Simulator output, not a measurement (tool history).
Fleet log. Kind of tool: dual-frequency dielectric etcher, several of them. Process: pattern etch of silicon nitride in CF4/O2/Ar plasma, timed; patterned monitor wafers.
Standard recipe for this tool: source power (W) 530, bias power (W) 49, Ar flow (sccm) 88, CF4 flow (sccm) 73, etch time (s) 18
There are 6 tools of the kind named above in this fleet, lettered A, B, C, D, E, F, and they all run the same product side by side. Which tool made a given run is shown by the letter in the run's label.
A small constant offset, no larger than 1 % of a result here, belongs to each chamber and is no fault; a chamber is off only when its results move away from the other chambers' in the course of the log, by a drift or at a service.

run     day  source power (W)  bias power (W)  Ar flow (sccm)  CF4 flow (sccm)  etch time (s)  read-back reference wafer on the same gauge, depth_nm  mean etch depth across the wafer (Å)
 1B   0.471               530              49              88               73             18                                                 30.603                                350.49
 2E   0.808               530              49              88               73             18                                                 30.597                                352.48
 3C   1.212               530              49              88               73             18                                                 30.605                                348.81
 4D   1.654               530              49              88               73             18                                                 30.601                                349.33
 5F   2.104               530              49              88               73             18                                                 30.605                                346.81
      2.325  -- chamber F: wet clean of the chamber
      2.554  -- chamber B: wet clean of the chamber
 6A   2.654               530              49              88               73             18                                                 30.589                                346.48
 7B   3.208               530              49              88               73             18                                                   30.6                                349.07
 8E   3.704               530              49              88               73             18                                                 30.612                                352.03
 9A   4.283               530              49              88               73             18                                                 30.605                                347.25
10F   4.938               530              49              88               73             18                                                 30.595                                346.68
11D   5.492               530              49              88               73             18                                                 30.602                                 348.3
      5.688  -- chamber C: wet clean of the chamber
12C   5.996               530              49              88               73             18                                                 30.599                                349.38
13A   6.642               530              49             102               73             23                                                 30.604                                431.14
14B   7.317               530              49             102               73             23                                                 30.599                                435.91
15C   7.725               530              49             102               73             23                                                 30.592                                436.02
16E   8.217               530              49             102               73             23                                                 30.609                                441.32
17D   8.608               530              49             102               73             23                                                 30.608                                437.86
18F   9.262               530              49             102               73             23                                                 30.604                                436.24
19A   9.671               530              49              88               73             18                                                 30.614                                347.53
20E  10.242               530              49              88               73             18                                                 30.599                                350.31
     10.262  -- chamber E: Ar flow controller replaced
     10.362  -- chamber D: wet clean of the chamber
21C  10.738               530              49              88               73             18                                                 30.605                                 347.8
22F  11.333               530              49              88               73             18                                                 30.626                                347.36
     11.879  -- chamber E: wet clean of the chamber
23B  11.925               530              49              88               73             18                                                   30.6                                349.56
24D  12.258               530              49              88               73             18                                                 30.601                                356.69
25A  12.929               530              49              88               73             18                                                 30.605                                345.77
26F  13.525               530              49              88               73             18                                                   30.6                                349.58
27E  14.183               530              49              88               73             18                                                 30.593                                351.61
     14.575  -- chamber B: bias power generator calibrated
28B  14.779               530              49              88               73             18                                                 30.606                                347.85
     15.017  -- chamber A: wet clean of the chamber
29D  15.438               530              49              88               73             18                                                 30.583                                355.95
30C  15.788               530              49              76               60             18                                                 30.591                                346.65
31E  16.167               530              49              76               60             18                                                 30.599                                347.91
       16.4  -- chamber B: CF4 flow controller replaced
32A  16.467               530              49              76               60             18                                                 30.616                                344.18
33C  16.979               530              49              76               60             18                                                 30.592                                 344.2
34B  17.375               530              49              76               60             18                                                 30.611                                347.25
35F  17.696               530              49              76               60             18                                                 30.584                                346.73
     18.175  -- chamber D: bias power generator calibrated
36D  18.371               530              49              88               73             18                                                 30.566                                 358.1
37C  18.738               530              49              88               73             18                                                 30.621                                348.07
38E  19.171               530              49              88               73             18                                                 30.605                                351.07

Next, all 6 chambers run the settings below, one line each with question marks for the results. What does each chamber give?
39A  19.667               530              49              88               73             18                                                                                            ?
39B  19.667               530              49              88               73             18                                                                                            ?
39C  19.667               530              49              88               73             18                                                                                            ?
39D  19.667               530              49              88               73             18                                                                                            ?
39E  19.667               530              49              88               73             18                                                                                            ?
39F  19.667               530              49              88               73             18                                                                                            ?

run  mean etch depth across the wafer (Å)
39A                                345.28
39B                                348.87
39C                                349.02
39D                                356.64
39E                                349.88
39F                                347.93
